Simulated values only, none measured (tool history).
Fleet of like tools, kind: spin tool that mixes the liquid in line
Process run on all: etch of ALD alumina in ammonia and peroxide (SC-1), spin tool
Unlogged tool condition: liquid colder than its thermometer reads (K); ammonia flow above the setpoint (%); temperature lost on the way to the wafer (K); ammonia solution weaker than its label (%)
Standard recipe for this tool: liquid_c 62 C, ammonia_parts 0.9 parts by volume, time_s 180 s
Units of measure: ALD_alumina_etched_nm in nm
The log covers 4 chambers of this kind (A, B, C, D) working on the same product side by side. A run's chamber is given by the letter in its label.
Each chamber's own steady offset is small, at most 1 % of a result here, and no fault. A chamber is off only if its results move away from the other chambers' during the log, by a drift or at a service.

| run | day | liquid_c | ammonia_parts | time_s | hours since the thermometer was replaced | hours since the ammonia flow meter was replaced | hours since the heated supply line was repaired | hours since the drum of ammonia solution was connected | read-back film thickness of the ALD alumina reference wafer, read on the same gauge (nm) | ALD_alumina_etched_nm |
|---|---|---|---|---|---|---|---|---|---|---|
| 1A | 0.188 | 62 | 0.9 | 180 | 27.3 | 786.4 | 988 | 679.5 | 80.001 | 23.78 |
| 2D | 0.321 | 62 | 0.9 | 180 | 2397.3 | 266.8 | 474.2 | 752.6 | 79.986 | 24.115 |
| 3C | 0.471 | 62 | 0.9 | 180 | 790.9 | 678.3 | 1920.6 | 491.4 | 80.011 | 23.971 |
| 4B | 0.558 | 62 | 0.9 | 180 | 1869.2 | 1951.8 | 1601.9 | 570.9 | 79.963 | 23.773 |
| 5A | 0.683 | 62 | 0.9 | 180 | 39.2 | 798.3 | 999.9 | 691.4 | 80.038 | 23.948 |
| 6C | 0.812 | 62 | 0.9 | 180 | 799.1 | 686.5 | 1928.8 | 499.6 | 80.016 | 23.875 |
| 7B | 0.95 | 62 | 0.9 | 180 | 1878.6 | 1961.2 | 1611.3 | 580.3 | 80.02 | 23.771 |
|  | 0.967 | chamber D: new drum of ammonia solution connected |
| 8D | 1.088 | 62 | 0.9 | 180 | 2415.7 | 285.2 | 492.6 | 3 | 79.945 | 24.303 |
| 9C | 1.221 | 62 | 0.9 | 180 | 808.9 | 696.3 | 1938.6 | 509.4 | 80.001 | 23.993 |
| 10B | 1.421 | 53 | 0.9 | 285 | 1889.9 | 1972.5 | 1622.6 | 591.6 | 80.029 | 23.844 |
| 11D | 1.538 | 53 | 0.9 | 285 | 2426.5 | 296 | 503.4 | 13.8 | 80 | 24.007 |
| 12A | 1.738 | 53 | 0.9 | 285 | 64.5 | 823.6 | 1025.2 | 716.7 | 80.023 | 23.903 |
| 13C | 1.933 | 53 | 0.9 | 285 | 826 | 713.4 | 1955.7 | 526.5 | 79.946 | 23.825 |
| 14D | 2.096 | 62 | 0.9 | 180 | 2439.9 | 309.4 | 516.8 | 27.2 | 80.01 | 24.032 |
| 15A | 2.25 | 62 | 0.9 | 180 | 76.8 | 835.9 | 1037.5 | 729 | 79.956 | 23.792 |
| 16B | 2.383 | 62 | 0.9 | 180 | 1913 | 1995.6 | 1645.7 | 614.7 | 79.963 | 23.893 |
| 17A | 2.5 | 62 | 0.9 | 180 | 82.8 | 841.9 | 1043.5 | 735 | 79.992 | 23.873 |
| 18D | 2.612 | 62 | 0.9 | 180 | 2452.3 | 321.8 | 529.2 | 39.6 | 80.016 | 23.951 |
| 19B | 2.796 | 62 | 0.9 | 180 | 1922.9 | 2005.5 | 1655.6 | 624.6 | 79.993 | 23.951 |
| 20C | 2.954 | 62 | 0.9 | 180 | 850.5 | 737.9 | 1980.2 | 551 | 80.01 | 23.844 |
| 21B | 3.15 | 62 | 0.9 | 180 | 1931.4 | 2014 | 1664.1 | 633.1 | 80.001 | 23.771 |
| 22C | 3.329 | 62 | 0.9 | 180 | 859.5 | 746.9 | 1989.2 | 560 | 80.032 | 23.764 |
| 23D | 3.433 | 62 | 0.9 | 180 | 2472 | 341.5 | 548.9 | 59.3 | 79.994 | 24.069 |
| 24A | 3.558 | 62 | 0.9 | 180 | 108.2 | 867.3 | 1068.9 | 760.4 | 79.989 | 23.91 |
| 25B | 3.708 | 62 | 0.9 | 180 | 1944.8 | 2027.4 | 1677.5 | 646.5 | 79.978 | 23.904 |
| 26A | 3.821 | 62 | 1.1 | 245 | 114.5 | 873.6 | 1075.2 | 766.7 | 79.971 | 33.349 |
| 27C | 3.954 | 62 | 1.1 | 245 | 874.5 | 761.9 | 2004.2 | 575 | 80.007 | 32.689 |
| 28D | 4.054 | 62 | 1.1 | 245 | 2486.9 | 356.4 | 563.8 | 74.2 | 80 | 33.428 |
| 29A | 4.188 | 62 | 1.1 | 245 | 123.3 | 882.4 | 1084 | 775.5 | 80.016 | 33.084 |
| 30B | 4.383 | 66.5 | 0.9 | 145 | 1961 | 2043.6 | 1693.7 | 662.7 | 80.018 | 24.189 |
| 31C | 4.479 | 66.5 | 0.9 | 145 | 887.1 | 774.5 | 2016.8 | 587.6 | 79.999 | 23.908 |
| 32D | 4.612 | 66.5 | 0.9 | 145 | 2500.3 | 369.8 | 577.2 | 87.6 | 79.983 | 24.141 |
| 33C | 4.804 | 66.5 | 0.9 | 145 | 894.9 | 782.3 | 2024.6 | 595.4 | 80.005 | 23.74 |
|  | 4.996 | chamber A: new drum of ammonia solution connected |
| 34B | 5.004 | 62 | 0.9 | 180 | 1975.9 | 2058.5 | 1708.6 | 677.6 | 80.046 | 23.902 |
| 35A | 5.096 | 65.5 | 0.9 | 180 | 145.1 | 904.2 | 1105.8 | 2.4 | 79.982 | 28.293 |
| 36D | 5.296 | 65.5 | 0.9 | 180 | 2516.7 | 386.2 | 593.6 | 104 | 79.987 | 28.618 |
| 37B | 5.492 | 65.5 | 0.9 | 180 | 1987.6 | 2070.2 | 1720.3 | 689.3 | 80.018 | 28.629 |
| 38D | 5.612 | 65.5 | 0.9 | 180 | 2524.3 | 393.8 | 601.2 | 111.6 | 79.966 | 28.67 |
| 39A | 5.704 | 62 | 0.9 | 225 | 159.7 | 918.8 | 1120.4 | 17 | 79.988 | 29.882 |
| 40C | 5.796 | 62 | 0.9 | 225 | 918.7 | 806.1 | 2048.4 | 619.2 | 80.064 | 29.208 |
| 41A | 5.908 | 62 | 0.9 | 225 | 164.6 | 923.7 | 1125.3 | 21.9 | 80.006 | 29.915 |
| 42D | 6 | 62 | 0.9 | 225 | 2533.6 | 403.1 | 610.5 | 120.9 | 80.027 | 30.008 |
| 43B | 6.146 | 62 | 0.9 | 180 | 2003.3 | 2085.9 | 1736 | 705 | 79.993 | 24.128 |

Next, all 4 chambers run the settings below, one line each with question marks for the results. What does each chamber give?
| 44A | 6.292 | 62 | 0.9 | 180 |  |  |  |  |  | ? |
| 44B | 6.292 | 62 | 0.9 | 180 |  |  |  |  |  | ? |
| 44C | 6.292 | 62 | 0.9 | 180 |  |  |  |  |  | ? |
| 44D | 6.292 | 62 | 0.9 | 180 |  |  |  |  |  | ? |

| run | ALD_alumina_etched_nm |
|---|---|
| 44A | 23.942 |
| 44B | 23.952 |
| 44C | 23.521 |
| 44D | 24.041 |

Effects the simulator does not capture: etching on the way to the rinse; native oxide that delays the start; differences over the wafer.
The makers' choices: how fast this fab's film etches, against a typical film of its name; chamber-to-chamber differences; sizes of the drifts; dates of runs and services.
